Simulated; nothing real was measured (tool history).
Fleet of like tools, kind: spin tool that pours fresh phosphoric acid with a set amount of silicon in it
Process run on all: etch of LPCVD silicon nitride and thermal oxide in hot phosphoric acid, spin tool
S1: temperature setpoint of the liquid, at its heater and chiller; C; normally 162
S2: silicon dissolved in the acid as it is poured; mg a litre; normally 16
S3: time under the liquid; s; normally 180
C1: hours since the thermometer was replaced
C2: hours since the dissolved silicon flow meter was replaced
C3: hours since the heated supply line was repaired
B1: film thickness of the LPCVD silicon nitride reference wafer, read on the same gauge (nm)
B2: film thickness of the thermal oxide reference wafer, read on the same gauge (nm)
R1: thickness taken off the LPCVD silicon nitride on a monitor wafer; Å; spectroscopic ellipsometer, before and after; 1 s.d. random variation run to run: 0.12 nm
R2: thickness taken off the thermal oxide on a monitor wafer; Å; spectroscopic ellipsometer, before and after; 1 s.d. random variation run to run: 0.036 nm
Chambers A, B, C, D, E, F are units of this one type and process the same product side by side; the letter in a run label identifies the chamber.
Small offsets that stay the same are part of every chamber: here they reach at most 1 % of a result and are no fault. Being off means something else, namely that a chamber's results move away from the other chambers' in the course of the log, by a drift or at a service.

run   hour   S1   S2   S3      C1      C2      C3      B1      B2      R1      R2
 1C    5.4  162   16  180  1288.5   803.1   787.9  130.01  29.983  182.66  3.7391
 2B   10.8  162   16  180     873    32.4   316.7  130.04  29.984  182.88  3.8922
 3D   16.2  162   16  180  1959.6   443.7  1034.3  130.01  30.048  183.26  4.1339
 4A   20.4  162   16  180  2510.2      29   892.3  130.01  30.046  185.21  3.9762
 5E     24  162   16  180   477.5     313   735.8  130.01  30.017  185.25  4.1381
 6F   28.8  162   16  180   564.6  1116.4  1415.5  130.02  30.011  183.53  3.6172
 7E   31.6  162   28  180   485.1   320.6   743.4  129.97  29.975  186.64  2.5155
 8C   36.5  162   28  180  1319.6   834.2     819     130   30.02  182.87  2.9543
 9A   40.2  162   28  180    2530    48.8   912.1  130.03  30.021  184.84  2.7049
10B   43.7  162   28  180   905.9    65.3   349.6  130.01  29.995  184.34  2.9172
11D     48  162   28  180  1991.4   475.5  1066.1  130.03  29.988  183.23  2.9839
12F   51.3  162   28  180   587.1  1138.9    1438  129.98  30.032   184.9  2.7803
13F   56.2  162   16  180     592  1143.8  1442.9  129.98   30.03  187.82  4.5004
      60.7  -- chamber A: thermometer replaced
14B   60.7  162   16  180   922.9    82.3   366.6  130.01  30.033  183.31  3.3816
15A   67.1  162   16  180     6.5    75.7     939  129.97  29.969  185.95  4.6553
16E   71.7  162   16  180   525.2   360.7   783.5     130  29.986  183.58  4.1011
17D     76  162   16  180  2019.4   503.5  1094.1  129.98  30.025  183.98  4.2531
18C   81.1  162    8  180  1364.2   878.8   863.6  129.97   29.99  185.31  4.9084
19B   86.9  162    8  180   949.1   108.5   392.8  129.97  30.025  184.27  4.4415
20A   90.5  162    8  180    29.9    99.1   962.4  129.98  30.027  185.35  4.2714
21F   95.2  162    8  180     631  1182.8  1481.9     130  30.027  186.65  5.1933
22C     99  162    8  180  1382.1   896.7   881.5     130  30.011  183.95  5.2365
23D  101.8  162    8  180  2045.2   529.3  1119.9  129.99  29.981  183.53  5.0889
24E  107.6  162   16  180   561.1   396.6   819.4  129.99  29.999  186.44  4.3575
25E  113.9  160  7.5  180   567.4   402.9   825.7     130  29.962  173.55  5.1954
26B  118.1  160  7.5  180   980.3   139.7     424  130.03   30.05  170.18  4.7103
27C  123.5  160  7.5  180  1406.6   921.2     906  129.97  29.983  172.03  3.9945
28D  128.3  160  7.5  180  2071.7   555.8  1146.4     130  29.996  172.54  4.7202
29F  133.3  160  7.5  180   669.1  1220.9    1520  130.01  29.993  172.73  4.6323
30A  136.4  160  7.5  180    75.8     145  1008.3  129.97  30.035  173.39  4.7264
31C  142.8  162   16  180  1425.9   940.5   925.3  130.01  30.002  181.96  4.0878
32A  149.2  162   16  180    88.6   157.8  1021.1  129.99  30.001  188.43   4.507
33B    153  162   16  180  1015.2   174.6   458.9  130.01  30.004  185.24  3.9969
34F  158.6  162   16  180   694.4  1246.2  1545.3  129.97  30.009  182.93  4.0785
35D  162.3  162   16  180  2105.7   589.8  1180.4  130.03  29.975   183.4  3.9446
36E  167.2  162   16  180   620.7   456.2     879     130  29.966  185.94  4.2665
37B  171.9  162   16  180  1034.1   193.5   477.8     130  30.011  183.76  4.2203
38C  174.7  162   16  180  1457.8   972.4   957.2  129.99  30.017  184.65  4.2024

Does one chamber stand apart from the rest, does the shared gauge drift, or is all well apart from small per-chamber offsets? Give the chamber and the most likely cause, where there is one.

No chamber stands off beyond its own small offset, and the gauge holds steady.
